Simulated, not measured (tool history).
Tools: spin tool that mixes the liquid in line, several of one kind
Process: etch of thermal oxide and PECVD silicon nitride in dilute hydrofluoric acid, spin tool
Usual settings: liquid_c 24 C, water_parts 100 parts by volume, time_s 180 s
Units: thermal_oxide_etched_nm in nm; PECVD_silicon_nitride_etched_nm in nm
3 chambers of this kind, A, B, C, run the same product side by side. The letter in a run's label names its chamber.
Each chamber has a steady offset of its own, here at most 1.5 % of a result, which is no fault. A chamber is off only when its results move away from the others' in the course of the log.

run,hour,liquid_c,water_parts,time_s,"read-back film thickness of the thermal oxide reference wafer, read on the same gauge (nm)","read-back film thickness of the PECVD silicon nitride reference wafer, read on the same gauge (nm)",thermal_oxide_etched_nm,PECVD_silicon_nitride_etched_nm
1A,9,24,100,180,70.011,40.021,8.8073,4.4759
2B,16.3,24,100,180,69.984,40.012,8.4768,4.5261
3C,27.9,24,100,180,70.002,40.004,8.5612,4.4969
4C,43,24,100,180,69.969,40.004,8.6025,4.5031
5A,53.6,24,100,180,70.036,39.968,8.6962,4.5125
6B,65.7,24,100,180,70.012,40.009,8.585,4.5377
# hour 66.2: chamber B: hydrofluoric acid flow meter replaced
7A,76.2,24,100,180,69.997,40.018,8.6914,4.5581
8B,83.8,24,100,180,69.997,40.02,8.4103,4.4238
9C,98.1,24,100,180,70.008,40.011,8.5159,4.572
10B,108.7,24,100,180,69.962,40.005,8.4518,4.4869
11C,121.9,24,100,180,69.985,40.027,8.5349,4.5238
12A,135.1,24,120,225,69.995,40.016,8.6867,4.6417
13B,142.8,24,120,225,69.962,40.01,8.8017,4.7321
14A,154.7,24,120,225,70,40.006,8.5688,4.6883
# hour 162.7: chamber C: thermometer replaced
15C,169,24,100,180,70.013,40.026,8.66,4.591
16A,183,27,100,100,69.984,40.003,5.3714,3.0344
# hour 185.8: chamber A: hydrofluoric acid flow meter replaced
17B,190.3,27,100,100,70.018,39.99,5.2446,2.9888
18C,202.8,27,100,100,69.981,39.996,5.3776,3.0724
19C,214.2,24,100,180,70.049,40.007,8.5006,4.5502
20B,223.3,24,100,90,70.021,39.983,4.2461,2.235
21A,230,24,100,90,70.02,39.995,4.3072,2.2478
22C,238.7,24,100,90,69.988,40.04,4.296,2.2573
23A,248.5,22,100,260,70.035,40.01,11.423,5.7565
24B,256.9,22,100,260,70.004,40.03,11.412,5.5884
25A,265.5,22,100,260,70.002,40.009,11.395,5.6096
26C,276.5,24,100,180,70.034,39.988,8.5478,4.5587
27B,285.7,24,100,180,69.952,39.996,8.5392,4.4945
28B,295.2,24,100,180,69.971,39.995,8.4235,4.5011
29C,307.2,24,100,180,70.001,39.979,8.5065,4.5402
30A,319.5,24,100,180,70.023,39.992,8.6906,4.4811
31B,334.1,24,100,180,69.99,40.001,8.4482,4.4832
32A,344.9,24,100,180,69.975,39.997,8.5742,4.5122
33C,358.6,24,100,180,69.971,39.959,8.6545,4.4864

Next, every chamber runs the same settings. What will each give?
34A,369.5,24,100,180,,,?,?
34B,369.5,24,100,180,,,?,?
34C,369.5,24,100,180,,,?,?

run,thermal_oxide_etched_nm,PECVD_silicon_nitride_etched_nm
34A,8.5642,4.4933
34B,8.4361,4.5053
34C,8.6239,4.4938
